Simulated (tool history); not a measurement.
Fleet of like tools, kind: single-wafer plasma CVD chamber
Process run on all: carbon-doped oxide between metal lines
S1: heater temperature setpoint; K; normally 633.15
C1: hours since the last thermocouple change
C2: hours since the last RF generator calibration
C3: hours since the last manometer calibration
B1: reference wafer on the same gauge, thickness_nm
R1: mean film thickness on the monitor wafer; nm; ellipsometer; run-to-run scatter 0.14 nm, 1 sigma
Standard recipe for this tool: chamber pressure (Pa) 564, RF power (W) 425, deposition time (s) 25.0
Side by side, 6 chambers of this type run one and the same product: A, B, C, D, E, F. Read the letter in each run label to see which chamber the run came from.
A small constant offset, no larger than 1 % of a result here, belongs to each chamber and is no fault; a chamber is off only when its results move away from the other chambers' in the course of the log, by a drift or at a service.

run 1D hour=11.8 | S1=633.15 chamber_pressure_(Pa)=564 RF_power_(W)=425 deposition_time_(s)=25.0 | C1=353.3 C2=1690.0 C3=1557.5 | B1=123.00 | R1=108.530
run 2C hour=23.7 | S1=633.15 chamber_pressure_(Pa)=564 RF_power_(W)=425 deposition_time_(s)=25.0 | C1=700.2 C2=155.4 C3=1146.6 | B1=122.94 | R1=108.020
run 3E hour=37.5 | S1=633.15 chamber_pressure_(Pa)=564 RF_power_(W)=425 deposition_time_(s)=25.0 | C1=529.4 C2=1443.1 C3=1814.8 | B1=122.96 | R1=109.900
run 4A hour=51.2 | S1=633.15 chamber_pressure_(Pa)=564 RF_power_(W)=425 deposition_time_(s)=25.0 | C1=440.4 C2=466.9 C3=349.1 | B1=122.89 | R1=108.480
run 5B hour=58.4 | S1=633.15 chamber_pressure_(Pa)=564 RF_power_(W)=425 deposition_time_(s)=25.0 | C1=478.3 C2=89.6 C3=774.6 | B1=122.96 | R1=108.930
run 6F hour=68.2 | S1=646.15 chamber_pressure_(Pa)=564 RF_power_(W)=425 deposition_time_(s)=21.9 | C1=1682.0 C2=714.8 C3=1775.3 | B1=122.88 | R1=92.351
run 7A hour=77.5 | S1=646.15 chamber_pressure_(Pa)=564 RF_power_(W)=425 deposition_time_(s)=21.9 | C1=466.7 C2=493.2 C3=375.4 | B1=122.87 | R1=92.545
run 8F hour=87.1 | S1=646.15 chamber_pressure_(Pa)=564 RF_power_(W)=425 deposition_time_(s)=21.9 | C1=1700.9 C2=733.7 C3=1794.2 | B1=122.88 | R1=92.301
run 9B hour=99.5 | S1=646.15 chamber_pressure_(Pa)=564 RF_power_(W)=425 deposition_time_(s)=21.9 | C1=519.4 C2=130.7 C3=815.7 | B1=122.88 | R1=92.711
run 10D hour=110.7 | S1=646.15 chamber_pressure_(Pa)=564 RF_power_(W)=425 deposition_time_(s)=21.9 | C1=452.2 C2=1788.9 C3=1656.4 | B1=122.86 | R1=92.543
run 11C hour=118.0 | S1=646.15 chamber_pressure_(Pa)=564 RF_power_(W)=425 deposition_time_(s)=21.9 | C1=794.5 C2=249.7 C3=1240.9 | B1=122.86 | R1=91.840
run 12E hour=132.4 | S1=633.15 chamber_pressure_(Pa)=564 RF_power_(W)=425 deposition_time_(s)=25.0 | C1=624.3 C2=1538.0 C3=1909.7 | B1=122.79 | R1=109.650
run 13D hour=146.7 | S1=633.15 chamber_pressure_(Pa)=564 RF_power_(W)=425 deposition_time_(s)=25.0 | C1=488.2 C2=1824.9 C3=1692.4 | B1=122.82 | R1=108.490
run 14E hour=156.9 | S1=633.15 chamber_pressure_(Pa)=564 RF_power_(W)=425 deposition_time_(s)=25.0 | C1=648.8 C2=1562.5 C3=1934.2 | B1=122.80 | R1=109.590
run 15F hour=167.2 | S1=633.15 chamber_pressure_(Pa)=564 RF_power_(W)=425 deposition_time_(s)=25.0 | C1=1781.0 C2=813.8 C3=1874.3 | B1=122.80 | R1=108.490
run 16C hour=178.7 | S1=633.15 chamber_pressure_(Pa)=564 RF_power_(W)=425 deposition_time_(s)=25.0 | C1=855.2 C2=310.4 C3=1301.6 | B1=122.72 | R1=108.030
run 17A hour=193.3 | S1=633.15 chamber_pressure_(Pa)=564 RF_power_(W)=425 deposition_time_(s)=25.0 | C1=582.5 C2=609.0 C3=491.2 | B1=122.70 | R1=108.280
run 18B hour=204.3 | S1=633.15 chamber_pressure_(Pa)=564 RF_power_(W)=425 deposition_time_(s)=25.0 | C1=624.2 C2=235.5 C3=920.5 | B1=122.71 | R1=108.660
run 19E hour=212.5 | S1=633.15 chamber_pressure_(Pa)=564 RF_power_(W)=425 deposition_time_(s)=25.0 | C1=704.4 C2=1618.1 C3=1989.8 | B1=122.69 | R1=109.640
run 20F hour=219.3 | S1=633.15 chamber_pressure_(Pa)=564 RF_power_(W)=425 deposition_time_(s)=25.0 | C1=1833.1 C2=865.9 C3=1926.4 | B1=122.67 | R1=108.230
run 21A hour=230.1 | S1=633.15 chamber_pressure_(Pa)=564 RF_power_(W)=425 deposition_time_(s)=25.0 | C1=619.3 C2=645.8 C3=528.0 | B1=122.68 | R1=108.260
run 22D hour=239.7 | S1=633.15 chamber_pressure_(Pa)=564 RF_power_(W)=425 deposition_time_(s)=25.0 | C1=581.2 C2=1917.9 C3=1785.4 | B1=122.69 | R1=108.530
run 23C hour=253.8 | S1=633.15 chamber_pressure_(Pa)=564 RF_power_(W)=425 deposition_time_(s)=21.2 | C1=930.3 C2=385.5 C3=1376.7 | B1=122.65 | R1=91.507
-- hour=256.7 chamber F: RF generator calibrated
run 24B hour=265.6 | S1=633.15 chamber_pressure_(Pa)=564 RF_power_(W)=425 deposition_time_(s)=21.2 | C1=685.5 C2=296.8 C3=981.8 | B1=122.58 | R1=92.227
run 25B hour=276.1 | S1=633.15 chamber_pressure_(Pa)=564 RF_power_(W)=425 deposition_time_(s)=21.2 | C1=696.0 C2=307.3 C3=992.3 | B1=122.58 | R1=92.269
run 26D hour=287.0 | S1=633.15 chamber_pressure_(Pa)=564 RF_power_(W)=425 deposition_time_(s)=21.2 | C1=628.5 C2=1965.2 C3=1832.7 | B1=122.57 | R1=92.098
run 27E hour=301.1 | S1=633.15 chamber_pressure_(Pa)=564 RF_power_(W)=425 deposition_time_(s)=21.2 | C1=793.0 C2=1706.7 C3=2078.4 | B1=122.57 | R1=93.129
run 28F hour=308.4 | S1=633.15 chamber_pressure_(Pa)=564 RF_power_(W)=425 deposition_time_(s)=21.2 | C1=1922.2 C2=51.7 C3=2015.5 | B1=122.53 | R1=91.996
-- hour=313.5 chamber D: capacitance manometer re-zeroed and calibrated
run 29A hour=317.9 | S1=633.15 chamber_pressure_(Pa)=564 RF_power_(W)=425 deposition_time_(s)=25.0 | C1=707.1 C2=733.6 C3=615.8 | B1=122.54 | R1=108.590
run 30C hour=325.3 | S1=622.15 chamber_pressure_(Pa)=485 RF_power_(W)=425 deposition_time_(s)=25.0 | C1=1001.8 C2=457.0 C3=1448.2 | B1=122.55 | R1=108.550
-- hour=327.8 chamber D: RF generator calibrated
-- hour=331.1 chamber F: thermocouple changed; heater temperature recalibrated
run 31E hour=335.1 | S1=622.15 chamber_pressure_(Pa)=485 RF_power_(W)=425 deposition_time_(s)=25.0 | C1=827.0 C2=1740.7 C3=2112.4 | B1=122.51 | R1=110.740
run 32D hour=344.4 | S1=622.15 chamber_pressure_(Pa)=485 RF_power_(W)=425 deposition_time_(s)=25.0 | C1=685.9 C2=16.6 C3=31.0 | B1=122.53 | R1=109.420
-- hour=352.7 chamber E: RF generator calibrated
run 33C hour=356.0 | S1=622.15 chamber_pressure_(Pa)=485 RF_power_(W)=425 deposition_time_(s)=25.0 | C1=1032.5 C2=487.7 C3=1478.9 | B1=122.48 | R1=108.960
run 34A hour=364.1 | S1=622.15 chamber_pressure_(Pa)=485 RF_power_(W)=425 deposition_time_(s)=25.0 | C1=753.3 C2=779.8 C3=662.0 | B1=122.51 | R1=109.260
run 35F hour=371.5 | S1=622.15 chamber_pressure_(Pa)=485 RF_power_(W)=425 deposition_time_(s)=25.0 | C1=40.4 C2=114.8 C3=2078.6 | B1=122.51 | R1=109.120
run 36B hour=379.4 | S1=633.15 chamber_pressure_(Pa)=564 RF_power_(W)=425 deposition_time_(s)=25.0 | C1=799.3 C2=410.6 C3=1095.6 | B1=122.46 | R1=108.460
run 37F hour=390.7 | S1=633.15 chamber_pressure_(Pa)=564 RF_power_(W)=425 deposition_time_(s)=25.0 | C1=59.6 C2=134.0 C3=2097.8 | B1=122.41 | R1=108.080
run 38C hour=398.5 | S1=633.15 chamber_pressure_(Pa)=564 RF_power_(W)=425 deposition_time_(s)=25.0 | C1=1075.0 C2=530.2 C3=1521.4 | B1=122.44 | R1=107.410
run 39A hour=408.2 | S1=633.15 chamber_pressure_(Pa)=564 RF_power_(W)=425 deposition_time_(s)=25.0 | C1=797.4 C2=823.9 C3=706.1 | B1=122.41 | R1=108.030
run 40B hour=418.2 | S1=633.15 chamber_pressure_(Pa)=564 RF_power_(W)=425 deposition_time_(s)=25.0 | C1=838.1 C2=449.4 C3=1134.4 | B1=122.39 | R1=108.420
run 41E hour=426.6 | S1=633.15 chamber_pressure_(Pa)=564 RF_power_(W)=425 deposition_time_(s)=25.0 | C1=918.5 C2=73.9 C3=2203.9 | B1=122.40 | R1=109.350
run 42D hour=438.4 | S1=633.15 chamber_pressure_(Pa)=564 RF_power_(W)=425 deposition_time_(s)=25.0 | C1=779.9 C2=110.6 C3=125.0 | B1=122.36 | R1=107.970
run 43B hour=452.7 | S1=633.15 chamber_pressure_(Pa)=564 RF_power_(W)=425 deposition_time_(s)=25.0 | C1=872.6 C2=483.9 C3=1168.9 | B1=122.37 | R1=108.310

Is one chamber out of step, is the gauge drifting, or do the chambers differ by no more than their own small offsets? For an off chamber, give its letter and the likeliest cause.

It is the gauge, not a chamber: its drift shows up in every chamber's results at once, and no chamber is off.
What lies behind it: gauge reads low (%) = 0.527.
